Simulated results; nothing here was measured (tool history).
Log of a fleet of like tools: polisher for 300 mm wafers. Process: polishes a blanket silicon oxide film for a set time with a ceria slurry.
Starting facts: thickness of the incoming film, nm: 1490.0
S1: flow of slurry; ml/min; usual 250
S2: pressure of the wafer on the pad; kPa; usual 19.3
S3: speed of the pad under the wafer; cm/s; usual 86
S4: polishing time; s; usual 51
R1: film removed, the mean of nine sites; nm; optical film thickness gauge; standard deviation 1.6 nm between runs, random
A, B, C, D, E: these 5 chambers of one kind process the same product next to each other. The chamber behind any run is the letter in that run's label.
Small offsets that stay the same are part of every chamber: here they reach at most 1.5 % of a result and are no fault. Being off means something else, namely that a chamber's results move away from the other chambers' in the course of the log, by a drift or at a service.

{"run": "1C", "hour": 10.8, "S1": 250, "S2": 19.3, "S3": 86, "S4": 51, "R1": 162.14}
{"hour": 12.1, "done": "chamber A: worn pad replaced by a new one"}
{"run": "2D", "hour": 16.5, "S1": 250, "S2": 19.3, "S3": 86, "S4": 51, "R1": 161.27}
{"hour": 17.2, "done": "chamber D: worn pad replaced by a new one"}
{"run": "3B", "hour": 28.2, "S1": 250, "S2": 19.3, "S3": 86, "S4": 51, "R1": 161.53}
{"run": "4E", "hour": 40.4, "S1": 250, "S2": 19.3, "S3": 86, "S4": 51, "R1": 164.49}
{"run": "5A", "hour": 46.7, "S1": 250, "S2": 19.3, "S3": 86, "S4": 51, "R1": 160.92}
{"hour": 47.2, "done": "chamber B: worn pad replaced by a new one"}
{"run": "6D", "hour": 59.9, "S1": 250, "S2": 19.3, "S3": 86, "S4": 51, "R1": 161.02}
{"hour": 64.7, "done": "chamber E: worn pad replaced by a new one"}
{"run": "7A", "hour": 70.5, "S1": 250, "S2": 19.3, "S3": 86, "S4": 51, "R1": 161.5}
{"hour": 75.0, "done": "chamber D: slurry nozzle cleaned"}
{"hour": 77.1, "done": "chamber A: worn pad replaced by a new one"}
{"hour": 77.2, "done": "chamber C: worn pad replaced by a new one"}
{"run": "8E", "hour": 80.4, "S1": 250, "S2": 19.3, "S3": 86, "S4": 51, "R1": 166.2}
{"run": "9C", "hour": 90.6, "S1": 250, "S2": 19.3, "S3": 86, "S4": 51, "R1": 162.98}
{"hour": 96.3, "done": "chamber D: worn pad replaced by a new one"}
{"run": "10B", "hour": 101.3, "S1": 250, "S2": 19.3, "S3": 86, "S4": 44, "R1": 144.11}
{"run": "11C", "hour": 111.3, "S1": 250, "S2": 19.3, "S3": 86, "S4": 44, "R1": 136.49}
{"hour": 120.3, "done": "chamber B: worn pad replaced by a new one"}
{"run": "12D", "hour": 121.0, "S1": 250, "S2": 19.3, "S3": 86, "S4": 44, "R1": 138.85}
{"run": "13B", "hour": 130.4, "S1": 250, "S2": 19.3, "S3": 86, "S4": 44, "R1": 138.34}
{"hour": 138.3, "done": "chamber E: head pressure recalibrated"}
{"run": "14A", "hour": 141.3, "S1": 250, "S2": 19.3, "S3": 86, "S4": 44, "R1": 135.08}
{"hour": 145.1, "done": "chamber E: worn pad replaced by a new one"}
{"run": "15E", "hour": 154.6, "S1": 250, "S2": 19.3, "S3": 86, "S4": 51, "R1": 165.35}
{"hour": 162.6, "done": "chamber A: worn pad replaced by a new one"}
{"run": "16A", "hour": 165.2, "S1": 250, "S2": 19.3, "S3": 86, "S4": 51, "R1": 158.61}
{"hour": 166.7, "done": "chamber C: worn pad replaced by a new one"}
{"hour": 170.5, "done": "chamber D: worn pad replaced by a new one"}
{"run": "17C", "hour": 178.4, "S1": 250, "S2": 19.3, "S3": 86, "S4": 51, "R1": 162.8}
{"run": "18E", "hour": 185.8, "S1": 250, "S2": 19.3, "S3": 86, "S4": 51, "R1": 163.57}
{"run": "19B", "hour": 192.9, "S1": 250, "S2": 19.3, "S3": 86, "S4": 51, "R1": 162.61}
{"hour": 202.4, "done": "chamber B: worn pad replaced by a new one"}
{"run": "20D", "hour": 205.6, "S1": 250, "S2": 19.3, "S3": 86, "S4": 51, "R1": 159.23}
{"run": "21A", "hour": 217.2, "S1": 250, "S2": 19.3, "S3": 86, "S4": 51, "R1": 155.02}
{"hour": 217.8, "done": "chamber C: slurry nozzle cleaned"}
{"run": "22B", "hour": 224.8, "S1": 250, "S2": 19.3, "S3": 86, "S4": 51, "R1": 164.51}
{"hour": 226.5, "done": "chamber E: worn pad replaced by a new one"}
{"run": "23D", "hour": 235.9, "S1": 250, "S2": 19.3, "S3": 86, "S4": 51, "R1": 159.94}
{"run": "24E", "hour": 242.2, "S1": 250, "S2": 19.3, "S3": 86, "S4": 51, "R1": 163.13}
{"hour": 245.0, "done": "chamber A: worn pad replaced by a new one"}
{"run": "25C", "hour": 249.6, "S1": 250, "S2": 19.3, "S3": 86, "S4": 51, "R1": 163.67}
{"hour": 253.4, "done": "chamber B: slurry nozzle cleaned"}
{"hour": 256.5, "done": "chamber C: worn pad replaced by a new one"}
{"hour": 257.4, "done": "chamber D: worn pad replaced by a new one"}
{"run": "26A", "hour": 258.7, "S1": 250, "S2": 19.3, "S3": 86, "S4": 51, "R1": 153.79}
{"run": "27E", "hour": 267.2, "S1": 250, "S2": 19.3, "S3": 86, "S4": 51, "R1": 163.19}
{"run": "28D", "hour": 274.5, "S1": 250, "S2": 19.3, "S3": 86, "S4": 51, "R1": 163.43}
{"run": "29C", "hour": 285.8, "S1": 250, "S2": 19.3, "S3": 86, "S4": 51, "R1": 159.91}
{"hour": 286.9, "done": "chamber B: worn pad replaced by a new one"}
{"run": "30B", "hour": 293.5, "S1": 250, "S2": 19.3, "S3": 86, "S4": 51, "R1": 164.7}
{"hour": 295.0, "done": "chamber E: worn pad replaced by a new one"}
{"run": "31B", "hour": 301.4, "S1": 250, "S2": 19.3, "S3": 110, "S4": 34, "R1": 139.28}
{"run": "32C", "hour": 314.2, "S1": 250, "S2": 19.3, "S3": 110, "S4": 34, "R1": 136.47}
{"run": "33A", "hour": 321.1, "S1": 250, "S2": 19.3, "S3": 110, "S4": 34, "R1": 129.14}
{"run": "34D", "hour": 333.4, "S1": 250, "S2": 19.3, "S3": 110, "S4": 34, "R1": 137.91}
{"hour": 334.2, "done": "chamber D: worn pad replaced by a new one"}
{"run": "35E", "hour": 341.7, "S1": 250, "S2": 19.3, "S3": 110, "S4": 34, "R1": 141.2}
{"hour": 346.4, "done": "chamber C: worn pad replaced by a new one"}
{"run": "36D", "hour": 350.5, "S1": 250, "S2": 19.3, "S3": 86, "S4": 51, "R1": 159.76}
{"run": "37C", "hour": 363.2, "S1": 250, "S2": 19.3, "S3": 86, "S4": 51, "R1": 163.06}
{"hour": 364.3, "done": "chamber B: worn pad replaced by a new one"}
{"hour": 368.4, "done": "chamber E: slurry nozzle cleaned"}
{"hour": 370.4, "done": "chamber E: worn pad replaced by a new one"}
{"run": "38E", "hour": 374.7, "S1": 250, "S2": 19.3, "S3": 86, "S4": 51, "R1": 165.43}
{"run": "39B", "hour": 381.1, "S1": 250, "S2": 19.3, "S3": 86, "S4": 51, "R1": 162.35}

Does one chamber stand apart from the rest, does the shared gauge drift, or is all well apart from small per-chamber offsets? Give the chamber and the most likely cause, where there is one.

It is chamber A that slowly wanders off from its peers.
Most likely cause: head's pressure below its setpoint, % = 7.35.
Not necessarily distinguishable in this log from: slurry flow missing at the pad, %.

Which of the 4 candidates below, each the usual settings with something changed and its results left as question marks, puts chamber A back in line with what the other chambers give on the usual settings?
In line means no further than this from the other chambers' mean on the usual settings: R1 5.60 nm
{"run": "40A-1", "hour": 390.6, "S1": 250, "S2": 19.3, "S3": 90, "S4": 53, "R1": "?"}
{"run": "40A-2", "hour": 390.6, "S1": 250, "S2": 20.7, "S3": 90, "S4": 54, "R1": "?"}
{"run": "40A-3", "hour": 390.6, "S1": 250, "S2": 17.9, "S3": 78, "S4": 51, "R1": "?"}
{"run": "40A-4", "hour": 390.6, "S1": 250, "S2": 18.6, "S3": 84, "S4": 49, "R1": "?"}

Usual-settings mean across the other chambers: R1 162.38 nm
run=40A-1 R1=161.21
run=40A-2 R1=175.97
run=40A-3 R1=124.74
run=40A-4 R1=134.09
Change 40A-1 lands the chamber within the allowed miss of the other chambers.
